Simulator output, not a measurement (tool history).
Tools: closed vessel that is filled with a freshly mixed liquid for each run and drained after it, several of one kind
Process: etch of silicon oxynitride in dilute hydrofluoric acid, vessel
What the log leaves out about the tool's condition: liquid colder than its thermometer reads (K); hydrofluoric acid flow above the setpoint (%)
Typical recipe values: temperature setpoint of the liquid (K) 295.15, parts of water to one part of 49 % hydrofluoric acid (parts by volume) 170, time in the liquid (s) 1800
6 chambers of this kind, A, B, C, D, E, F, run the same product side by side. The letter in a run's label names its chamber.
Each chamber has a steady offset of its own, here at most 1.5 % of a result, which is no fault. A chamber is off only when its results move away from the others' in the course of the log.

run,hour,temperature setpoint of the liquid (K),parts of water to one part of 49 % hydrofluoric acid (parts by volume),time in the liquid (s),hours since the thermometer was replaced,hours since the hydrofluoric acid flow meter was replaced,"read-back film thickness of the silicon oxynitride reference wafer, read on the same gauge (nm)",thickness taken off the silicon oxynitride on a monitor wafer (nm)
1B,3.5,295.15,170,1800,421.4,1112.4,30.013,18.211
2F,7.9,295.15,170,1800,972,1054.1,29.986,18.129
3D,11.2,295.15,170,1800,661.4,432.2,30.007,18.227
4A,16.3,295.15,170,1800,899.2,1744.3,30.016,18.065
5E,19.5,295.15,170,1800,188,385.9,29.985,18.359
6C,24.1,298.15,170,1800,1299.6,1271.6,29.994,20.924
7E,26.7,298.15,170,1800,195.2,393.1,29.994,20.94
8C,32.2,298.15,170,1800,1307.7,1279.7,30.002,20.91
9A,35.4,298.15,170,1800,918.3,1763.4,30.045,20.897
10B,38.5,298.15,170,1800,456.4,1147.4,30.034,21.272
11F,43.8,298.15,170,1800,1007.9,1090,29.97,20.961
12D,46.3,295.15,170,1800,696.5,467.3,30.008,18.063
13E,50.4,300.15,170,1800,218.9,416.8,29.981,22.822
# hour 54.6: chamber C: hydrofluoric acid flow meter replaced
14F,55.6,300.15,170,1800,1019.7,1101.8,30.019,22.639
15A,59.3,300.15,170,1800,942.2,1787.3,29.956,22.913
16B,64.7,300.15,170,1800,482.6,1173.6,30.009,23.295
17C,69.2,300.15,170,1800,1344.7,14.7,29.982,22.873
18D,72.2,300.15,170,1800,722.4,493.2,30.038,22.937
19E,77.5,295.15,170,1800,246,443.9,29.97,18.626
20A,82.6,295.15,170,1800,965.5,1810.6,29.955,18.114
21D,87.7,295.15,170,1800,737.9,508.7,30.019,18.348
22F,91.1,295.15,170,1800,1055.2,1137.3,30.022,18.234
23C,96,295.15,170,1800,1371.5,41.5,29.997,18.206
24B,99.6,295.15,170,1800,517.5,1208.5,29.997,18.43
25E,103.4,291.65,170,1800,271.9,469.8,30.049,15.982
# hour 106.2: chamber D: thermometer replaced
26F,108.3,291.65,170,1800,1072.4,1154.5,30.004,15.254
27B,112.5,291.65,170,1800,530.4,1221.4,30.025,15.804
28C,116.4,291.65,170,1800,1391.9,61.9,30.033,15.514
29A,119.3,291.65,170,1800,1002.2,1847.3,30.019,15.522
30D,124,291.65,170,1800,17.8,545,29.981,15.628
31D,127.6,295.15,170,2340,21.4,548.6,30.032,23.749
32E,130,295.15,170,2340,298.5,496.4,29.981,24.642
# hour 132.5: chamber B: hydrofluoric acid flow meter replaced
33A,133.9,295.15,170,2340,1016.8,1861.9,30.007,23.964
34F,138.7,295.15,170,2340,1102.8,1184.9,29.981,23.523
35C,142.1,295.15,170,2340,1417.6,87.6,29.981,23.341
36B,145.9,295.15,170,2340,563.8,13.5,29.98,24.181
37F,149.9,295.15,170,1800,1114,1196.1,29.98,18.246
38E,153.4,295.15,170,1800,321.9,519.8,29.962,18.947

Which is it: a chamber that has drifted or been left off by a service, a gauge drift common to all chambers, or only each chamber's usual small offset? If a chamber is off, name it and its likeliest cause.

It is chamber E that slowly wanders off from its peers.
Most likely cause: hydrofluoric acid flow above the setpoint (%) = 3.6.
It could be hard to tell apart here from: liquid hotter than its thermometer reads (K).

Below are 4 candidate recipes for chamber E's next run, each the usual settings with a change, their results shown as question marks. Which of them brings E's results back in line with what the other chambers give on the usual settings?
Allowed miss from the other chambers' usual-settings mean, per result, to count as in line: thickness taken off the silicon oxynitride on a monitor wafer (nm) 0.35
39E-1,157.3,295.15,165,1880,,,,?
39E-2,157.3,296.15,170,1800,,,,?
39E-3,157.3,295.15,175,1725,,,,?
39E-4,157.3,294.15,170,1800,,,,?

On the usual settings, the other chambers give on average: thickness taken off the silicon oxynitride on a monitor wafer (nm) 18.255
run,thickness taken off the silicon oxynitride on a monitor wafer (nm)
39E-1,20.599
39E-2,19.986
39E-3,17.712
39E-4,18.215
The answer is 39E-4, which returns the chamber to within the allowed miss of the others.
